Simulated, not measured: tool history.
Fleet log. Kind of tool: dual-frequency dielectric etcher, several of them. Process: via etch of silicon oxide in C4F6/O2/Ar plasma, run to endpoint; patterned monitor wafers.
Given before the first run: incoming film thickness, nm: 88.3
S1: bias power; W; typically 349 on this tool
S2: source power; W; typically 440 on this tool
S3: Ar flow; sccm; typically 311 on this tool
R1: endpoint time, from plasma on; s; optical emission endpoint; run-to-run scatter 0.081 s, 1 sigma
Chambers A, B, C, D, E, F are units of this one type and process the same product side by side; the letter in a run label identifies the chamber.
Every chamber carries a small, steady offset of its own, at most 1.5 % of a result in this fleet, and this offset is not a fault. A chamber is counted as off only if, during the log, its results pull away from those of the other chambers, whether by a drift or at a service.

run	hour	S1	S2	S3	R1
1E	11.4	349	440	311	21.580
2F	19.1	349	440	311	21.795
3A	26.7	349	440	311	21.396
4D	35.6	349	440	311	21.483
# hour 38.5: chamber D: source power generator calibrated
5B	46.1	349	440	311	21.397
6C	57.3	349	440	311	21.608
7B	64.0	349	440	311	21.387
8F	78.5	349	440	311	21.753
9E	87.6	349	440	311	21.505
10C	95.8	349	440	311	21.494
11D	103.9	349	440	311	21.364
12A	117.3	349	440	311	21.540
13B	131.6	349	360	311	23.266
14D	144.5	349	360	311	23.048
15E	154.9	349	360	311	23.134
16A	161.7	349	360	311	23.337
17C	174.4	349	360	311	23.212
18F	184.3	349	360	311	23.347
19E	198.0	349	440	311	21.708
# hour 204.2: chamber D: wet clean of the chamber
20C	210.0	349	440	311	21.608
# hour 213.0: chamber B: wet clean of the chamber
21B	219.8	349	440	311	21.287
# hour 223.4: chamber A: wet clean of the chamber
# hour 225.5: chamber F: wet clean of the chamber
22A	227.3	349	440	311	21.634
23D	239.6	349	440	311	21.453
24F	253.2	349	440	311	21.695
25A	267.2	349	440	311	21.454
26B	275.1	394	480	311	19.824
27C	288.7	394	480	311	19.821
28E	299.4	394	480	311	20.304
29F	307.6	394	480	311	20.245
30D	317.2	394	480	311	19.886
31D	327.5	394	480	311	19.844
32E	341.8	349	440	311	22.026
33F	352.2	349	440	311	21.602
34B	363.0	349	440	311	21.424
35A	376.0	349	440	311	21.496
36C	385.1	349	440	311	21.570
37D	399.6	349	440	311	21.390
38B	407.0	349	440	311	21.489
39A	415.7	349	440	311	21.402
40F	425.2	349	440	311	21.750

What goes on in this fleet: one chamber off, a drifting gauge, or nothing beyond the chambers' own small offsets? Name the chamber and the cause, if any.

Chamber E drifts away from the others.
Cause: etch rate under this chamber's usual, % = 4.22.

Below are 4 candidate recipes for chamber E's next run, each the usual settings with a change, their results shown as question marks. Which of them brings E's results back in line with what the other chambers give on the usual settings?
Maximum distance from the other chambers' mean on the usual settings for a result to count as in line: R1 0.280 s
41E-1	435.8	349	490	311	?
41E-2	435.8	349	420	311	?
41E-3	435.8	358	450	311	?
41E-4	435.8	349	390	311	?

The mean the other chambers reach with the usual settings: R1 21.527 s
run	R1
41E-1	21.600
41E-2	22.873
41E-3	22.098
41E-4	23.508
41E-1 puts the chamber back in line with the other chambers.

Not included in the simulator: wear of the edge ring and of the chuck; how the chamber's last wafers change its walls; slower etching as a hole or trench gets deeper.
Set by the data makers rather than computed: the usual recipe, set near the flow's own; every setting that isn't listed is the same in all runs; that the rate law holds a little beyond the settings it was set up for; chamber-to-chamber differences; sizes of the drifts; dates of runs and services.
